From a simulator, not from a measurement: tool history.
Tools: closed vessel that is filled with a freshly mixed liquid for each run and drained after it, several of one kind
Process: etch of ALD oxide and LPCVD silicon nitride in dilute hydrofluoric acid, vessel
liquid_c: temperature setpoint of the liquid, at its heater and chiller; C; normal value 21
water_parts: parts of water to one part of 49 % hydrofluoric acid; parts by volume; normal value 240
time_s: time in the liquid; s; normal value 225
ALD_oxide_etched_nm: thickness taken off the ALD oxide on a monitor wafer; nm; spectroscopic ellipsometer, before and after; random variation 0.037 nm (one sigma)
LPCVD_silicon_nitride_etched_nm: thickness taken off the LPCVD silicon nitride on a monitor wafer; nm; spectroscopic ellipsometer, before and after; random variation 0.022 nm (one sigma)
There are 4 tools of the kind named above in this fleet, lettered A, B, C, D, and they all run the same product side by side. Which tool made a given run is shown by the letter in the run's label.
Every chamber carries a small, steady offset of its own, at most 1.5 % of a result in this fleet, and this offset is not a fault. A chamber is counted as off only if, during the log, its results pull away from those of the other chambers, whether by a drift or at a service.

run,hour,liquid_c,water_parts,time_s,hours since the thermometer was replaced,hours since the hydrofluoric acid flow meter was replaced,"read-back film thickness of the ALD oxide reference wafer, read on the same gauge (nm)","read-back film thickness of the LPCVD silicon nitride reference wafer, read on the same gauge (nm)",ALD_oxide_etched_nm,LPCVD_silicon_nitride_etched_nm
1D,9.1,21,240,225,1631,391.5,50.022,150.03,7.1486,0.40975
2C,17.6,21,240,225,2208.5,423.9,50.006,150.02,7.0203,0.42354
3B,25.4,21,240,225,72.8,651.6,50.008,149.96,6.9528,0.39737
4A,35.9,21,240,225,247.6,786.3,50.031,150,7.0966,0.45143
5A,46.1,21,240,225,257.8,796.5,50,150,6.9618,0.41504
6B,53.4,21,240,225,100.8,679.6,49.994,150.06,6.9378,0.40566
7C,61.3,21,240,225,2252.2,467.6,49.99,150,7.0063,0.43011
8D,67.1,21,240,225,1689,449.5,49.996,150,7.0624,0.39806
9B,74.5,21,240,225,121.9,700.7,49.996,150.03,6.9791,0.38978
10C,81.8,21,240,225,2272.7,488.1,50.007,149.96,6.9687,0.3817
11D,91.1,21,325,225,1713,473.5,50.022,150,4.8938,0.29939
12A,98.6,21,325,225,310.3,849,50.001,149.96,4.8865,0.29005
13A,105.8,21,325,225,317.5,856.2,49.999,149.97,4.8648,0.29977
14D,113.5,21,325,225,1735.4,495.9,50.005,149.99,4.874,0.29788
15C,121.7,21,240,225,2312.6,528,49.998,150.01,7.022,0.3857
16B,126.4,21,240,225,173.8,752.6,49.995,150.03,6.9055,0.34593
17B,135.3,21,240,225,182.7,761.5,50.043,149.98,6.9305,0.43808
18D,145.7,21,240,225,1767.6,528.1,49.997,149.96,7.0712,0.41004
19C,152,21,240,225,2342.9,558.3,49.992,149.97,7.0546,0.40802
20A,156.6,21,240,225,368.3,907,50.027,149.99,7.0316,0.41541
21C,163.7,21,125,225,2354.6,570,49.993,150.02,15.425,0.77271
22D,174,21,125,225,1795.9,556.4,50.021,149.96,15.446,0.78399
23B,183.2,21,125,225,230.6,809.4,49.992,150.01,14.98,0.82629
24A,192.4,21,125,225,404.1,942.8,50.001,149.99,15.343,0.82458

What goes on in this fleet: one chamber off, a drifting gauge, or nothing beyond the chambers' own small offsets? Name the chamber and the cause, if any.

The fleet is healthy, with each chamber sitting at its usual small offset and no drift in the gauge.

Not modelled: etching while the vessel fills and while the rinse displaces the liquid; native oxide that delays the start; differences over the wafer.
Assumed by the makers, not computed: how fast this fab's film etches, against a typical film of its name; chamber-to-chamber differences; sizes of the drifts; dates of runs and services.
